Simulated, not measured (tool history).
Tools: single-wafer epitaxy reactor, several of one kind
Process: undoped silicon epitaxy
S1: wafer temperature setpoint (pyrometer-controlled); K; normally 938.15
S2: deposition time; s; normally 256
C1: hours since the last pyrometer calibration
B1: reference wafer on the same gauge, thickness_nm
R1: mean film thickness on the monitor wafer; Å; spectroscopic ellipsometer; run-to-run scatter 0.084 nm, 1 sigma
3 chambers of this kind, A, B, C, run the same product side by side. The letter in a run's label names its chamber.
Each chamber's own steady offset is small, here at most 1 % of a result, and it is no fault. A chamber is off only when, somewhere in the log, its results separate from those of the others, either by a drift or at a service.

run   hour      S1   S2      C1      B1      R1
       2.9  -- chamber B: pyrometer calibrated
 1B   13.0  938.15  256    10.2  69.682  590.93
 2C   23.6  938.15  256  1145.1  69.667  599.13
 3A   39.2  938.15  256   883.8  69.656  597.11
 4A   50.6  938.15  256   895.2  69.660  596.38
 5C   67.0  938.15  256  1188.5  69.620  598.03
 6B   81.7  938.15  256    78.9  69.609  589.91
 7B   91.2  928.15  256    88.4  69.588  475.33
 8A  102.3  928.15  256   946.9  69.603  480.14
 9C  113.0  928.15  256  1234.5  69.571  484.20
10B  123.1  927.15  256   120.3  69.571  466.70
11C  138.8  927.15  256  1260.3  69.551  475.27
12A  154.2  927.15  256   998.8  69.557  469.67
13B  163.6  938.15  256   160.8  69.544  589.19
14C  170.9  938.15  256  1292.4  69.556  598.56
15A  180.6  928.15  240  1025.2  69.515  451.18
16C  194.8  928.15  240  1316.3  69.526  454.93
17B  203.1  928.15  240   200.3  69.513  445.65
18A  210.6  938.15  256  1055.2  69.525  593.88
19C  225.9  952.15  240  1347.4  69.497  746.12
20A  233.7  952.15  240  1078.3  69.462  744.32
21B  242.7  952.15  240   239.9  69.470  741.18
22A  252.3  938.15  256  1096.9  69.452  594.37
23C  260.5  938.15  256  1382.0  69.466  598.28
24B  276.7  938.15  228   273.9  69.437  524.24
25B  288.9  938.15  228   286.1  69.405  523.63
26C  304.0  938.15  228  1425.5  69.416  531.88
27A  320.5  938.15  256  1165.1  69.401  594.12
28A  330.8  938.15  256  1175.4  69.391  594.85
29C  344.5  938.15  256  1466.0  69.343  597.21
30B  358.3  938.15  256   355.5  69.356  587.17
31A  367.7  938.15  256  1212.3  69.338  593.42
32C  382.1  938.15  256  1503.6  69.373  597.92
33B  394.9  938.15  256   392.1  69.324  587.82
34A  402.6  938.15  283  1247.2  69.331  654.45
35C  415.0  938.15  283  1536.5  69.310  661.27

All chambers now run identical settings, listed one chamber a line with results as question marks. What results will each chamber show?
36A  426.9  938.15  206           ?
36B  426.9  938.15  206           ?
36C  426.9  938.15  206           ?

run      R1
36A  476.97
36B  472.83
36C  478.63
